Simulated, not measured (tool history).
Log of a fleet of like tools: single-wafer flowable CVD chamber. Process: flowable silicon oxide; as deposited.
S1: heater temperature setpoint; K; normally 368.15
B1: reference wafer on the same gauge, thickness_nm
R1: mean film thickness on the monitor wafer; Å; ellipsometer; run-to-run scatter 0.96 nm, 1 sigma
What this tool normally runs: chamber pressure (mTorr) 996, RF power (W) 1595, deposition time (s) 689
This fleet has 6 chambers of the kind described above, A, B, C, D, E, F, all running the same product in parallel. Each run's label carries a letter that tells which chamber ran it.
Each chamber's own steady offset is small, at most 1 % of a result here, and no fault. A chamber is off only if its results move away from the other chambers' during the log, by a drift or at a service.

{"run": "1F", "hour": 8.1, "S1": 368.15, "chamber pressure (mTorr)": 996, "RF power (W)": 1595, "deposition time (s)": 689, "B1": 516.63, "R1": 6171.6}
{"run": "2B", "hour": 14.3, "S1": 368.15, "chamber pressure (mTorr)": 996, "RF power (W)": 1595, "deposition time (s)": 689, "B1": 516.85, "R1": 6102.1}
{"run": "3A", "hour": 26.6, "S1": 368.15, "chamber pressure (mTorr)": 996, "RF power (W)": 1595, "deposition time (s)": 689, "B1": 516.61, "R1": 6124}
{"run": "4C", "hour": 36.9, "S1": 368.15, "chamber pressure (mTorr)": 996, "RF power (W)": 1595, "deposition time (s)": 689, "B1": 516.78, "R1": 6117.3}
{"run": "5D", "hour": 45.6, "S1": 368.15, "chamber pressure (mTorr)": 996, "RF power (W)": 1595, "deposition time (s)": 689, "B1": 516.61, "R1": 6076.6}
{"run": "6E", "hour": 54.2, "S1": 368.15, "chamber pressure (mTorr)": 996, "RF power (W)": 1440, "deposition time (s)": 689, "B1": 516.77, "R1": 5962.7}
{"run": "7D", "hour": 62.2, "S1": 368.15, "chamber pressure (mTorr)": 996, "RF power (W)": 1440, "deposition time (s)": 689, "B1": 516.52, "R1": 5865.5}
{"run": "8E", "hour": 74.0, "S1": 368.15, "chamber pressure (mTorr)": 996, "RF power (W)": 1440, "deposition time (s)": 689, "B1": 516.39, "R1": 5958}
{"run": "9B", "hour": 86.3, "S1": 368.15, "chamber pressure (mTorr)": 996, "RF power (W)": 1440, "deposition time (s)": 689, "B1": 516.31, "R1": 5911.2}
{"run": "10C", "hour": 96.3, "S1": 368.15, "chamber pressure (mTorr)": 996, "RF power (W)": 1440, "deposition time (s)": 689, "B1": 516.5, "R1": 5906.6}
{"run": "11A", "hour": 102.2, "S1": 368.15, "chamber pressure (mTorr)": 996, "RF power (W)": 1440, "deposition time (s)": 689, "B1": 516.33, "R1": 5894.2}
{"hour": 109.0, "done": "chamber D: capacitance manometer re-zeroed and calibrated"}
{"run": "12F", "hour": 115.9, "S1": 368.15, "chamber pressure (mTorr)": 996, "RF power (W)": 1595, "deposition time (s)": 689, "B1": 516.21, "R1": 6133.9}
{"run": "13A", "hour": 124.4, "S1": 368.15, "chamber pressure (mTorr)": 996, "RF power (W)": 1595, "deposition time (s)": 689, "B1": 516.05, "R1": 6083.7}
{"run": "14B", "hour": 136.7, "S1": 368.15, "chamber pressure (mTorr)": 996, "RF power (W)": 1595, "deposition time (s)": 689, "B1": 516.07, "R1": 6118.1}
{"run": "15F", "hour": 146.9, "S1": 368.15, "chamber pressure (mTorr)": 996, "RF power (W)": 1595, "deposition time (s)": 689, "B1": 515.71, "R1": 6120.9}
{"run": "16C", "hour": 157.3, "S1": 368.15, "chamber pressure (mTorr)": 996, "RF power (W)": 1595, "deposition time (s)": 689, "B1": 515.89, "R1": 6109.5}
{"run": "17E", "hour": 165.5, "S1": 368.15, "chamber pressure (mTorr)": 996, "RF power (W)": 1595, "deposition time (s)": 623, "B1": 515.7, "R1": 5571.5}
{"run": "18D", "hour": 175.6, "S1": 368.15, "chamber pressure (mTorr)": 996, "RF power (W)": 1595, "deposition time (s)": 623, "B1": 515.69, "R1": 5481.2}
{"run": "19F", "hour": 184.7, "S1": 368.15, "chamber pressure (mTorr)": 996, "RF power (W)": 1595, "deposition time (s)": 623, "B1": 515.76, "R1": 5552.8}
{"hour": 187.9, "done": "chamber A: RF generator calibrated"}
{"run": "20B", "hour": 191.2, "S1": 368.15, "chamber pressure (mTorr)": 996, "RF power (W)": 1595, "deposition time (s)": 623, "B1": 515.71, "R1": 5529.7}
{"run": "21A", "hour": 203.6, "S1": 368.15, "chamber pressure (mTorr)": 996, "RF power (W)": 1595, "deposition time (s)": 623, "B1": 515.34, "R1": 5511.1}
{"hour": 206.9, "done": "chamber D: RF generator calibrated"}
{"run": "22E", "hour": 210.0, "S1": 368.15, "chamber pressure (mTorr)": 996, "RF power (W)": 1595, "deposition time (s)": 623, "B1": 515.49, "R1": 5566.4}
{"run": "23D", "hour": 221.7, "S1": 368.15, "chamber pressure (mTorr)": 996, "RF power (W)": 1840, "deposition time (s)": 689, "B1": 515.15, "R1": 6312.4}
{"run": "24C", "hour": 232.6, "S1": 368.15, "chamber pressure (mTorr)": 996, "RF power (W)": 1840, "deposition time (s)": 689, "B1": 515.18, "R1": 6352.6}
{"run": "25E", "hour": 242.9, "S1": 368.15, "chamber pressure (mTorr)": 996, "RF power (W)": 1840, "deposition time (s)": 689, "B1": 515.21, "R1": 6403.8}
{"run": "26D", "hour": 248.9, "S1": 368.15, "chamber pressure (mTorr)": 996, "RF power (W)": 1840, "deposition time (s)": 689, "B1": 515, "R1": 6312.2}
{"run": "27F", "hour": 262.3, "S1": 368.15, "chamber pressure (mTorr)": 996, "RF power (W)": 1840, "deposition time (s)": 689, "B1": 514.92, "R1": 6380.2}
{"hour": 264.8, "done": "chamber B: thermocouple changed; heater temperature recalibrated"}
{"run": "28C", "hour": 272.2, "S1": 368.15, "chamber pressure (mTorr)": 996, "RF power (W)": 1840, "deposition time (s)": 689, "B1": 515.02, "R1": 6344.7}
{"run": "29A", "hour": 285.2, "S1": 368.15, "chamber pressure (mTorr)": 996, "RF power (W)": 1595, "deposition time (s)": 689, "B1": 514.89, "R1": 6089.8}
{"run": "30B", "hour": 296.6, "S1": 368.15, "chamber pressure (mTorr)": 996, "RF power (W)": 1595, "deposition time (s)": 689, "B1": 514.65, "R1": 6094.4}
{"run": "31D", "hour": 307.5, "S1": 368.15, "chamber pressure (mTorr)": 996, "RF power (W)": 1595, "deposition time (s)": 689, "B1": 514.69, "R1": 6051.5}
{"hour": 312.8, "done": "chamber A: capacitance manometer re-zeroed and calibrated"}
{"run": "32C", "hour": 316.2, "S1": 368.15, "chamber pressure (mTorr)": 996, "RF power (W)": 1595, "deposition time (s)": 689, "B1": 514.73, "R1": 6095}
{"hour": 318.6, "done": "chamber D: thermocouple changed; heater temperature recalibrated"}
{"run": "33A", "hour": 328.9, "S1": 368.15, "chamber pressure (mTorr)": 996, "RF power (W)": 1595, "deposition time (s)": 689, "B1": 514.55, "R1": 6102}
{"run": "34B", "hour": 339.0, "S1": 368.15, "chamber pressure (mTorr)": 996, "RF power (W)": 1595, "deposition time (s)": 689, "B1": 514.66, "R1": 6080.3}
{"run": "35F", "hour": 345.3, "S1": 368.15, "chamber pressure (mTorr)": 996, "RF power (W)": 1595, "deposition time (s)": 689, "B1": 514.58, "R1": 6125.7}
{"run": "36E", "hour": 356.3, "S1": 368.15, "chamber pressure (mTorr)": 996, "RF power (W)": 1595, "deposition time (s)": 689, "B1": 514.57, "R1": 6132.2}
{"run": "37A", "hour": 368.2, "S1": 368.15, "chamber pressure (mTorr)": 996, "RF power (W)": 1595, "deposition time (s)": 689, "B1": 513.99, "R1": 6085.9}
{"run": "38E", "hour": 379.8, "S1": 380.15, "chamber pressure (mTorr)": 996, "RF power (W)": 1755, "deposition time (s)": 689, "B1": 514.15, "R1": 4245.4}
{"run": "39D", "hour": 388.5, "S1": 380.15, "chamber pressure (mTorr)": 996, "RF power (W)": 1755, "deposition time (s)": 689, "B1": 514.21, "R1": 4154.9}
{"run": "40C", "hour": 397.5, "S1": 380.15, "chamber pressure (mTorr)": 996, "RF power (W)": 1755, "deposition time (s)": 689, "B1": 513.95, "R1": 4207.6}
{"run": "41B", "hour": 404.6, "S1": 380.15, "chamber pressure (mTorr)": 996, "RF power (W)": 1755, "deposition time (s)": 689, "B1": 513.81, "R1": 4219.9}
{"run": "42F", "hour": 416.6, "S1": 380.15, "chamber pressure (mTorr)": 996, "RF power (W)": 1755, "deposition time (s)": 689, "B1": 513.6, "R1": 4236.8}
{"run": "43E", "hour": 427.0, "S1": 380.15, "chamber pressure (mTorr)": 996, "RF power (W)": 1755, "deposition time (s)": 689, "B1": 513.88, "R1": 4261.4}

Next, all 6 chambers run the settings below, one line each with question marks for the results. What does each chamber give?
{"run": "44A", "hour": 436.8, "S1": 368.15, "chamber pressure (mTorr)": 996, "RF power (W)": 1855, "deposition time (s)": 689, "R1": "?"}
{"run": "44B", "hour": 436.8, "S1": 368.15, "chamber pressure (mTorr)": 996, "RF power (W)": 1855, "deposition time (s)": 689, "R1": "?"}
{"run": "44C", "hour": 436.8, "S1": 368.15, "chamber pressure (mTorr)": 996, "RF power (W)": 1855, "deposition time (s)": 689, "R1": "?"}
{"run": "44D", "hour": 436.8, "S1": 368.15, "chamber pressure (mTorr)": 996, "RF power (W)": 1855, "deposition time (s)": 689, "R1": "?"}
{"run": "44E", "hour": 436.8, "S1": 368.15, "chamber pressure (mTorr)": 996, "RF power (W)": 1855, "deposition time (s)": 689, "R1": "?"}
{"run": "44F", "hour": 436.8, "S1": 368.15, "chamber pressure (mTorr)": 996, "RF power (W)": 1855, "deposition time (s)": 689, "R1": "?"}

run=44A R1=6326.9
run=44B R1=6342.6
run=44C R1=6336.5
run=44D R1=6308.3
run=44E R1=6376.4
run=44F R1=6380

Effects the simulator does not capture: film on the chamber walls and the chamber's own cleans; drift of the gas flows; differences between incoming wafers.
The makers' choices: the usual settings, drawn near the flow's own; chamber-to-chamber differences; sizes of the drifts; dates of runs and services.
